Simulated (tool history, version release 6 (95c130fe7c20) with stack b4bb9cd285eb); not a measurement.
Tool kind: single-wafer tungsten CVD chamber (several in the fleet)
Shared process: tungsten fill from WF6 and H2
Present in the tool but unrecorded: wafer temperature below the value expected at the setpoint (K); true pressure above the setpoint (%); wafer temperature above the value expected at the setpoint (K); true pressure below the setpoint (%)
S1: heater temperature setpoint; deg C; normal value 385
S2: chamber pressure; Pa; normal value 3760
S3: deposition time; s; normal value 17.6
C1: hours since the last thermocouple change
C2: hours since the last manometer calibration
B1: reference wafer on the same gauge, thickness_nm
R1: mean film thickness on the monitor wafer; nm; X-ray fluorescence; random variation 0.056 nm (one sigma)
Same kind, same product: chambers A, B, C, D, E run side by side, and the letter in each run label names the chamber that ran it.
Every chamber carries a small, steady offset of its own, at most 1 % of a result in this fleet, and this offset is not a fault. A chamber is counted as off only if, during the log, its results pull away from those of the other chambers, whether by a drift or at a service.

run,hour,S1,S2,S3,C1,C2,B1,R1
# hour 5.1: chamber D: capacitance manometer re-zeroed and calibrated
1C,12.4,385,3760,17.6,1087.3,188.9,42.683,36.916
2A,18.4,385,3760,17.6,390.4,236.8,42.676,37.145
3B,26.4,385,3760,17.6,541.4,530.8,42.681,37.261
4D,37.1,385,3760,17.6,974.4,32.1,42.668,37.121
5E,43.7,385,3760,17.6,2111.5,584.8,42.664,36.787
6A,50.4,385,3760,17.6,422.4,268.8,42.637,37.129
7C,57.1,385,3760,17.6,1132.0,233.6,42.660,36.969
8E,67.5,374,3760,17.6,2135.3,608.6,42.639,29.414
9D,76.0,374,3760,17.6,1013.3,71.0,42.623,29.598
10B,87.2,374,3760,17.6,602.2,591.6,42.613,29.922
11C,94.6,374,3760,17.6,1169.5,271.1,42.621,29.440
12D,100.7,374,3760,17.6,1038.0,95.7,42.612,29.608
13A,106.9,385,3760,17.6,478.9,325.3,42.596,37.136
14B,114.6,385,3760,15.0,629.6,619.0,42.596,31.693
15E,123.6,385,3760,15.0,2191.4,664.7,42.586,31.315
16A,132.0,385,3760,15.0,504.0,350.4,42.574,31.579
17B,143.9,385,3760,15.0,658.9,648.3,42.561,31.639
18C,150.1,385,3760,15.0,1225.0,326.6,42.556,31.349
19E,158.2,385,3760,17.6,2226.0,699.3,42.529,36.681
20D,170.6,385,3760,17.6,1107.9,165.6,42.537,37.134
21D,180.6,385,3760,17.6,1117.9,175.6,42.544,36.996
22E,191.2,385,3760,17.6,2259.0,732.3,42.520,36.782
23C,196.9,385,3760,17.6,1271.8,373.4,42.526,36.775
# hour 200.7: chamber E: thermocouple changed; heater temperature recalibrated
24B,204.1,385,3760,17.6,719.1,708.5,42.513,37.071
25A,212.2,385,3760,17.6,584.2,430.6,42.508,37.064
26E,218.7,385,3760,17.6,18.1,759.8,42.485,36.794
27C,227.7,385,3760,17.6,1302.6,404.2,42.469,36.872
28D,235.9,385,3760,17.6,1173.2,230.9,42.472,36.987
29B,241.3,385,3240,19.3,756.3,745.7,42.454,37.853
30A,253.1,385,3240,19.3,625.1,471.5,42.464,37.727
31E,261.8,385,3240,19.3,61.2,802.9,42.460,37.527
32C,268.2,385,3240,19.3,1343.1,444.7,42.450,37.582

One chamber off, gauge drift, or nothing amiss beyond the chambers' own small offsets? If it is a chamber, which one, and what is the likeliest cause?

It is the gauge, not a chamber: its drift shows up in every chamber's results at once, and no chamber is off.
Cause: gauge reads low (%) = 0.622.
